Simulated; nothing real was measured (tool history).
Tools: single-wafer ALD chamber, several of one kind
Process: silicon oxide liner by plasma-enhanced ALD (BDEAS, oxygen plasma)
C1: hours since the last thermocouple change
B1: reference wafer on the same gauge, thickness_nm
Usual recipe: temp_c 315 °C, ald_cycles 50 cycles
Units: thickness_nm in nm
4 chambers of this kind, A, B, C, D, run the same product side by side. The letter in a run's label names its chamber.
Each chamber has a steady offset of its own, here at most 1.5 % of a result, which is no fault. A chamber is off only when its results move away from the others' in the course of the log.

{"run": "1A", "hour": 8.6, "temp_c": 315, "ald_cycles": 50, "C1": 2072.7, "B1": 4.4709, "thickness_nm": 4.5705}
{"run": "2B", "hour": 22.4, "temp_c": 315, "ald_cycles": 50, "C1": 701.2, "B1": 4.4687, "thickness_nm": 4.4841}
{"run": "3D", "hour": 36.2, "temp_c": 315, "ald_cycles": 50, "C1": 2003.5, "B1": 4.468, "thickness_nm": 4.5462}
{"run": "4C", "hour": 44.1, "temp_c": 315, "ald_cycles": 50, "C1": 1026, "B1": 4.4673, "thickness_nm": 4.5798}
{"run": "5A", "hour": 54.8, "temp_c": 315, "ald_cycles": 50, "C1": 2118.9, "B1": 4.4647, "thickness_nm": 4.5627}
{"run": "6D", "hour": 64.9, "temp_c": 315, "ald_cycles": 44, "C1": 2032.2, "B1": 4.4652, "thickness_nm": 3.9844}
{"run": "7C", "hour": 79.1, "temp_c": 315, "ald_cycles": 44, "C1": 1061, "B1": 4.4636, "thickness_nm": 4.0226}
{"hour": 92.4, "done": "chamber C: thermocouple changed; heater temperature recalibrated"}
{"run": "8B", "hour": 93.7, "temp_c": 315, "ald_cycles": 44, "C1": 772.5, "B1": 4.4621, "thickness_nm": 3.9339}
{"run": "9A", "hour": 100.7, "temp_c": 315, "ald_cycles": 44, "C1": 2164.8, "B1": 4.4617, "thickness_nm": 4.0151}
{"run": "10C", "hour": 109.5, "temp_c": 315, "ald_cycles": 50, "C1": 17.1, "B1": 4.4611, "thickness_nm": 4.572}
{"run": "11D", "hour": 123.2, "temp_c": 315, "ald_cycles": 50, "C1": 2090.5, "B1": 4.4591, "thickness_nm": 4.5301}
{"run": "12B", "hour": 130.8, "temp_c": 315, "ald_cycles": 50, "C1": 809.6, "B1": 4.4602, "thickness_nm": 4.4782}
{"run": "13B", "hour": 141.1, "temp_c": 315, "ald_cycles": 50, "C1": 819.9, "B1": 4.4598, "thickness_nm": 4.458}
{"run": "14A", "hour": 156.1, "temp_c": 315, "ald_cycles": 50, "C1": 2220.2, "B1": 4.4588, "thickness_nm": 4.5569}
{"run": "15C", "hour": 166.2, "temp_c": 315, "ald_cycles": 50, "C1": 73.8, "B1": 4.4562, "thickness_nm": 4.5743}
{"run": "16D", "hour": 178.4, "temp_c": 315, "ald_cycles": 50, "C1": 2145.7, "B1": 4.456, "thickness_nm": 4.522}
{"run": "17A", "hour": 187.7, "temp_c": 315, "ald_cycles": 50, "C1": 2251.8, "B1": 4.4545, "thickness_nm": 4.5577}
{"run": "18B", "hour": 200.1, "temp_c": 329, "ald_cycles": 44, "C1": 878.9, "B1": 4.4538, "thickness_nm": 3.8531}
{"run": "19C", "hour": 209.4, "temp_c": 329, "ald_cycles": 44, "C1": 117, "B1": 4.4545, "thickness_nm": 3.9308}
{"run": "20D", "hour": 221.2, "temp_c": 329, "ald_cycles": 44, "C1": 2188.5, "B1": 4.4499, "thickness_nm": 3.8904}
{"run": "21B", "hour": 235.6, "temp_c": 329, "ald_cycles": 44, "C1": 914.4, "B1": 4.4503, "thickness_nm": 3.8532}
{"run": "22A", "hour": 247.6, "temp_c": 315, "ald_cycles": 50, "C1": 2311.7, "B1": 4.4509, "thickness_nm": 4.54}
{"run": "23C", "hour": 261.2, "temp_c": 315, "ald_cycles": 50, "C1": 168.8, "B1": 4.4474, "thickness_nm": 4.5506}
{"run": "24D", "hour": 270.8, "temp_c": 315, "ald_cycles": 50, "C1": 2238.1, "B1": 4.4481, "thickness_nm": 4.5128}
{"run": "25D", "hour": 280.5, "temp_c": 315, "ald_cycles": 50, "C1": 2247.8, "B1": 4.4486, "thickness_nm": 4.5082}
{"run": "26C", "hour": 291.9, "temp_c": 315, "ald_cycles": 50, "C1": 199.5, "B1": 4.447, "thickness_nm": 4.5581}
{"run": "27A", "hour": 301.6, "temp_c": 315, "ald_cycles": 50, "C1": 2365.7, "B1": 4.4465, "thickness_nm": 4.5574}
{"run": "28B", "hour": 314.1, "temp_c": 322, "ald_cycles": 57, "C1": 992.9, "B1": 4.4443, "thickness_nm": 5.03}
{"run": "29B", "hour": 329.5, "temp_c": 322, "ald_cycles": 57, "C1": 1008.3, "B1": 4.4438, "thickness_nm": 5.0396}

Decide between three cases: one chamber stands off from its peers, the gauge reading all wafers drifts, or nothing is wrong past each chamber's small offset. Where a chamber is off, say which and what most likely put it there.

The gauge drifts, so all chambers seem to drift together. No chamber is off.
Cause: gauge reads low (%) = 0.611.

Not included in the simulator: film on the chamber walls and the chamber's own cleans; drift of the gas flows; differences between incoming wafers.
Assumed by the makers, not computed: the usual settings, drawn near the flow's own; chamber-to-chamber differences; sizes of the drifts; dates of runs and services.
